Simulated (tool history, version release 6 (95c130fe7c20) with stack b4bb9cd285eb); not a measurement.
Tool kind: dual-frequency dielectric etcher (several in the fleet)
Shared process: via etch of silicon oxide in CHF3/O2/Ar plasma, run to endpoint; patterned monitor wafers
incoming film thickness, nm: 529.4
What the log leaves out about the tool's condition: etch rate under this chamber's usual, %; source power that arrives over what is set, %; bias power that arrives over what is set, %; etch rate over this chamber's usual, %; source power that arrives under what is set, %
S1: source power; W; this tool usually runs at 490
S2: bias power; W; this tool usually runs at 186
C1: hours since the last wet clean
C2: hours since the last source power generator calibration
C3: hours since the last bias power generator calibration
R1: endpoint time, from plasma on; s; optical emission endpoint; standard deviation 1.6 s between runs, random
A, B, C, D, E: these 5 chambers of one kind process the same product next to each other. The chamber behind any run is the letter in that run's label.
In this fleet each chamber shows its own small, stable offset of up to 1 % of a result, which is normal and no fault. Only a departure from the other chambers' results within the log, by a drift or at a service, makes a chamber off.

run 1A hour=8.4 | S1=490 S2=186 | C1=362.1 C2=1049.9 C3=3616.4 | R1=288.07
run 2B hour=14.1 | S1=490 S2=186 | C1=233.3 C2=1643.6 C3=2692.2 | R1=283.64
run 3D hour=19.2 | S1=490 S2=186 | C1=231.5 C2=482.1 C3=448.9 | R1=290.57
run 4E hour=28.7 | S1=490 S2=186 | C1=409.1 C2=2190.8 C3=2664.0 | R1=282.35
run 5C hour=34.4 | S1=490 S2=216 | C1=315.7 C2=3044.1 C3=961.0 | R1=272.29
-- hour=37.3 chamber B: bias power generator calibrated
run 6B hour=44.1 | S1=490 S2=216 | C1=263.3 C2=1673.6 C3=6.9 | R1=270.32
run 7E hour=49.5 | S1=490 S2=216 | C1=429.9 C2=2211.6 C3=2684.8 | R1=268.89
run 8C hour=56.7 | S1=490 S2=216 | C1=338.0 C2=3066.4 C3=983.3 | R1=274.62
run 9D hour=65.3 | S1=490 S2=216 | C1=277.6 C2=528.2 C3=495.0 | R1=271.75
run 10A hour=76.1 | S1=420 S2=202 | C1=429.8 C2=1117.6 C3=3684.1 | R1=295.86
run 11C hour=82.2 | S1=420 S2=202 | C1=363.5 C2=3091.9 C3=1008.8 | R1=295.41
run 12A hour=89.0 | S1=420 S2=202 | C1=442.7 C2=1130.5 C3=3697.0 | R1=295.20
-- hour=94.3 chamber A: wet clean of the chamber
run 13D hour=98.8 | S1=420 S2=202 | C1=311.1 C2=561.7 C3=528.5 | R1=295.80
run 14E hour=105.4 | S1=420 S2=202 | C1=485.8 C2=2267.5 C3=2740.7 | R1=293.99
run 15B hour=115.7 | S1=490 S2=186 | C1=334.9 C2=1745.2 C3=78.5 | R1=280.49
run 16B hour=126.6 | S1=490 S2=186 | C1=345.8 C2=1756.1 C3=89.4 | R1=286.37
run 17C hour=131.9 | S1=490 S2=186 | C1=413.2 C2=3141.6 C3=1058.5 | R1=283.39
run 18A hour=138.8 | S1=490 S2=186 | C1=44.6 C2=1180.3 C3=3746.8 | R1=287.76
run 19E hour=148.1 | S1=490 S2=186 | C1=528.5 C2=2310.2 C3=2783.4 | R1=284.55
run 20D hour=156.4 | S1=490 S2=186 | C1=368.7 C2=619.3 C3=586.1 | R1=286.25
run 21A hour=164.3 | S1=490 S2=186 | C1=70.1 C2=1205.8 C3=3772.3 | R1=284.42
run 22B hour=174.1 | S1=490 S2=186 | C1=393.3 C2=1803.6 C3=136.9 | R1=284.80
run 23E hour=180.2 | S1=490 S2=186 | C1=560.6 C2=2342.3 C3=2815.5 | R1=285.27
-- hour=183.3 chamber B: wet clean of the chamber
run 24D hour=187.6 | S1=420 S2=206 | C1=399.9 C2=650.5 C3=617.3 | R1=295.33
run 25C hour=195.2 | S1=420 S2=206 | C1=476.5 C2=3204.9 C3=1121.8 | R1=284.32
-- hour=198.0 chamber E: bias power generator calibrated
run 26A hour=205.7 | S1=420 S2=206 | C1=111.5 C2=1247.2 C3=3813.7 | R1=292.70
run 27E hour=210.6 | S1=420 S2=206 | C1=591.0 C2=2372.7 C3=12.7 | R1=288.25
run 28D hour=220.2 | S1=420 S2=206 | C1=432.5 C2=683.1 C3=649.9 | R1=291.86
run 29C hour=229.5 | S1=440 S2=186 | C1=510.8 C2=3239.2 C3=1156.1 | R1=285.76
run 30B hour=237.9 | S1=440 S2=186 | C1=54.7 C2=1867.4 C3=200.7 | R1=297.31
run 31A hour=243.7 | S1=440 S2=186 | C1=149.5 C2=1285.2 C3=3851.7 | R1=297.82
run 32D hour=251.9 | S1=440 S2=186 | C1=464.2 C2=714.8 C3=681.6 | R1=301.20

The same settings go to every chamber for the next run, one line per chamber below. Forecast the results for each:
run 33A hour=259.7 | S1=490 S2=186 | R1=?
run 33B hour=259.7 | S1=490 S2=186 | R1=?
run 33C hour=259.7 | S1=490 S2=186 | R1=?
run 33D hour=259.7 | S1=490 S2=186 | R1=?
run 33E hour=259.7 | S1=490 S2=186 | R1=?

run=33A R1=289.60
run=33B R1=284.29
run=33C R1=273.39
run=33D R1=288.42
run=33E R1=283.69
